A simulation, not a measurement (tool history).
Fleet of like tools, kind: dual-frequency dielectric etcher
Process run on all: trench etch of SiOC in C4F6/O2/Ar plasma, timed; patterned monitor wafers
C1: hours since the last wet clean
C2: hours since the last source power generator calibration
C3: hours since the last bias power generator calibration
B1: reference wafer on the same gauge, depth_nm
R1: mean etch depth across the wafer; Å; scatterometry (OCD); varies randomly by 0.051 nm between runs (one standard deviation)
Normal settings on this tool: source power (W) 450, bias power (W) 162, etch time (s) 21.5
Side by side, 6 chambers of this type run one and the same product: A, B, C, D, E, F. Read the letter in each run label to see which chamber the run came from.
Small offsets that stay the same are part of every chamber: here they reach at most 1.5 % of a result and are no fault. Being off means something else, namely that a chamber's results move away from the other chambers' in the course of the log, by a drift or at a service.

{"run": "1D", "hour": 9.3, "source power (W)": 450, "bias power (W)": 162, "etch time (s)": 21.5, "C1": 227.0, "C2": 3065.2, "C3": 1688.4, "B1": 38.199, "R1": 446.7}
{"run": "2F", "hour": 18.2, "source power (W)": 450, "bias power (W)": 162, "etch time (s)": 21.5, "C1": 204.7, "C2": 3144.6, "C3": 1351.8, "B1": 38.195, "R1": 456.47}
{"hour": 19.1, "done": "chamber E: wet clean of the chamber"}
{"hour": 25.1, "done": "chamber A: wet clean of the chamber"}
{"run": "3B", "hour": 28.2, "source power (W)": 450, "bias power (W)": 162, "etch time (s)": 21.5, "C1": 184.0, "C2": 1246.9, "C3": 3987.8, "B1": 38.185, "R1": 457.14}
{"run": "4E", "hour": 35.9, "source power (W)": 450, "bias power (W)": 162, "etch time (s)": 21.5, "C1": 16.8, "C2": 2462.2, "C3": 39.9, "B1": 38.185, "R1": 451.89}
{"run": "5C", "hour": 45.8, "source power (W)": 450, "bias power (W)": 162, "etch time (s)": 21.5, "C1": 449.2, "C2": 145.1, "C3": 2253.2, "B1": 38.181, "R1": 448.8}
{"run": "6A", "hour": 54.1, "source power (W)": 450, "bias power (W)": 162, "etch time (s)": 21.5, "C1": 29.1, "C2": 1645.4, "C3": 2223.5, "B1": 38.176, "R1": 452.93}
{"run": "7A", "hour": 65.6, "source power (W)": 480, "bias power (W)": 162, "etch time (s)": 21.5, "C1": 40.6, "C2": 1656.9, "C3": 2235.0, "B1": 38.167, "R1": 464.14}
{"run": "8C", "hour": 78.9, "source power (W)": 480, "bias power (W)": 162, "etch time (s)": 21.5, "C1": 482.3, "C2": 178.2, "C3": 2286.3, "B1": 38.157, "R1": 461.82}
{"run": "9E", "hour": 86.7, "source power (W)": 480, "bias power (W)": 162, "etch time (s)": 21.5, "C1": 67.6, "C2": 2513.0, "C3": 90.7, "B1": 38.156, "R1": 463.09}
{"run": "10D", "hour": 98.8, "source power (W)": 480, "bias power (W)": 162, "etch time (s)": 21.5, "C1": 316.5, "C2": 3154.7, "C3": 1777.9, "B1": 38.157, "R1": 457.28}
{"run": "11B", "hour": 107.1, "source power (W)": 480, "bias power (W)": 162, "etch time (s)": 21.5, "C1": 262.9, "C2": 1325.8, "C3": 4066.7, "B1": 38.151, "R1": 467.88}
{"run": "12F", "hour": 117.9, "source power (W)": 480, "bias power (W)": 162, "etch time (s)": 21.5, "C1": 304.4, "C2": 3244.3, "C3": 1451.5, "B1": 38.148, "R1": 467.14}
{"hour": 119.8, "done": "chamber C: wet clean of the chamber"}
{"run": "13A", "hour": 128.7, "source power (W)": 450, "bias power (W)": 162, "etch time (s)": 21.5, "C1": 103.7, "C2": 1720.0, "C3": 2298.1, "B1": 38.149, "R1": 452.27}
{"run": "14D", "hour": 135.0, "source power (W)": 450, "bias power (W)": 162, "etch time (s)": 21.5, "C1": 352.7, "C2": 3190.9, "C3": 1814.1, "B1": 38.138, "R1": 446.56}
{"run": "15E", "hour": 149.0, "source power (W)": 450, "bias power (W)": 162, "etch time (s)": 21.5, "C1": 129.9, "C2": 2575.3, "C3": 153.0, "B1": 38.123, "R1": 450.6}
{"run": "16F", "hour": 156.8, "source power (W)": 510, "bias power (W)": 178, "etch time (s)": 21.5, "C1": 343.3, "C2": 3283.2, "C3": 1490.4, "B1": 38.13, "R1": 492.53}
{"run": "17C", "hour": 168.3, "source power (W)": 510, "bias power (W)": 178, "etch time (s)": 21.5, "C1": 48.5, "C2": 267.6, "C3": 2375.7, "B1": 38.117, "R1": 485.37}
{"run": "18B", "hour": 176.6, "source power (W)": 510, "bias power (W)": 178, "etch time (s)": 21.5, "C1": 332.4, "C2": 1395.3, "C3": 4136.2, "B1": 38.127, "R1": 493.57}
{"hour": 180.1, "done": "chamber F: wet clean of the chamber"}
{"run": "19A", "hour": 188.6, "source power (W)": 510, "bias power (W)": 178, "etch time (s)": 21.5, "C1": 163.6, "C2": 1779.9, "C3": 2358.0, "B1": 38.117, "R1": 486.47}
{"run": "20B", "hour": 195.1, "source power (W)": 510, "bias power (W)": 178, "etch time (s)": 21.5, "C1": 350.9, "C2": 1413.8, "C3": 4154.7, "B1": 38.108, "R1": 494.06}
{"run": "21C", "hour": 206.0, "source power (W)": 510, "bias power (W)": 178, "etch time (s)": 21.5, "C1": 86.2, "C2": 305.3, "C3": 2413.4, "B1": 38.096, "R1": 484.53}
{"run": "22E", "hour": 219.0, "source power (W)": 450, "bias power (W)": 162, "etch time (s)": 21.5, "C1": 199.9, "C2": 2645.3, "C3": 223.0, "B1": 38.102, "R1": 450.03}
{"run": "23F", "hour": 226.1, "source power (W)": 450, "bias power (W)": 162, "etch time (s)": 21.5, "C1": 46.1, "C2": 3352.5, "C3": 1559.7, "B1": 38.097, "R1": 455.19}
{"run": "24D", "hour": 238.3, "source power (W)": 400, "bias power (W)": 162, "etch time (s)": 18.5, "C1": 456.0, "C2": 3294.2, "C3": 1917.4, "B1": 38.092, "R1": 365.76}
{"hour": 238.6, "done": "chamber A: bias power generator calibrated"}
{"run": "25C", "hour": 248.8, "source power (W)": 400, "bias power (W)": 162, "etch time (s)": 18.5, "C1": 129.0, "C2": 348.1, "C3": 2456.2, "B1": 38.09, "R1": 369.21}
{"run": "26A", "hour": 262.6, "source power (W)": 400, "bias power (W)": 162, "etch time (s)": 18.5, "C1": 237.6, "C2": 1853.9, "C3": 24.0, "B1": 38.081, "R1": 371.11}
{"run": "27F", "hour": 276.6, "source power (W)": 400, "bias power (W)": 162, "etch time (s)": 18.5, "C1": 96.6, "C2": 3403.0, "C3": 1610.2, "B1": 38.07, "R1": 374.19}
{"run": "28B", "hour": 289.8, "source power (W)": 400, "bias power (W)": 162, "etch time (s)": 18.5, "C1": 445.6, "C2": 1508.5, "C3": 4249.4, "B1": 38.067, "R1": 373.3}
{"run": "29D", "hour": 302.9, "source power (W)": 400, "bias power (W)": 162, "etch time (s)": 18.5, "C1": 520.6, "C2": 3358.8, "C3": 1982.0, "B1": 38.068, "R1": 365.77}
{"hour": 315.3, "done": "chamber D: wet clean of the chamber"}
{"run": "30E", "hour": 316.0, "source power (W)": 450, "bias power (W)": 162, "etch time (s)": 21.5, "C1": 296.9, "C2": 2742.3, "C3": 320.0, "B1": 38.045, "R1": 449.73}
{"run": "31D", "hour": 322.9, "source power (W)": 450, "bias power (W)": 162, "etch time (s)": 21.5, "C1": 7.6, "C2": 3378.8, "C3": 2002.0, "B1": 38.053, "R1": 445.19}
{"run": "32E", "hour": 333.4, "source power (W)": 450, "bias power (W)": 162, "etch time (s)": 26.0, "C1": 314.3, "C2": 2759.7, "C3": 337.4, "B1": 38.056, "R1": 544.02}
{"run": "33A", "hour": 339.5, "source power (W)": 450, "bias power (W)": 162, "etch time (s)": 26.0, "C1": 314.5, "C2": 1930.8, "C3": 100.9, "B1": 38.039, "R1": 544.25}
{"run": "34F", "hour": 350.9, "source power (W)": 450, "bias power (W)": 162, "etch time (s)": 26.0, "C1": 170.9, "C2": 3477.3, "C3": 1684.5, "B1": 38.034, "R1": 548.97}
{"run": "35C", "hour": 361.7, "source power (W)": 450, "bias power (W)": 162, "etch time (s)": 26.0, "C1": 241.9, "C2": 461.0, "C3": 2569.1, "B1": 38.042, "R1": 541.68}
{"run": "36B", "hour": 370.5, "source power (W)": 450, "bias power (W)": 162, "etch time (s)": 26.0, "C1": 526.3, "C2": 1589.2, "C3": 4330.1, "B1": 38.031, "R1": 549.4}

Next, every chamber runs the same settings. What will each give?
{"run": "37A", "hour": 380.5, "source power (W)": 450, "bias power (W)": 198, "etch time (s)": 21.5, "R1": "?"}
{"run": "37B", "hour": 380.5, "source power (W)": 450, "bias power (W)": 198, "etch time (s)": 21.5, "R1": "?"}
{"run": "37C", "hour": 380.5, "source power (W)": 450, "bias power (W)": 198, "etch time (s)": 21.5, "R1": "?"}
{"run": "37D", "hour": 380.5, "source power (W)": 450, "bias power (W)": 198, "etch time (s)": 21.5, "R1": "?"}
{"run": "37E", "hour": 380.5, "source power (W)": 450, "bias power (W)": 198, "etch time (s)": 21.5, "R1": "?"}
{"run": "37F", "hour": 380.5, "source power (W)": 450, "bias power (W)": 198, "etch time (s)": 21.5, "R1": "?"}

run=37A R1=480.08
run=37B R1=485.14
run=37C R1=476.55
run=37D R1=473.97
run=37E R1=479.28
run=37F R1=484.32

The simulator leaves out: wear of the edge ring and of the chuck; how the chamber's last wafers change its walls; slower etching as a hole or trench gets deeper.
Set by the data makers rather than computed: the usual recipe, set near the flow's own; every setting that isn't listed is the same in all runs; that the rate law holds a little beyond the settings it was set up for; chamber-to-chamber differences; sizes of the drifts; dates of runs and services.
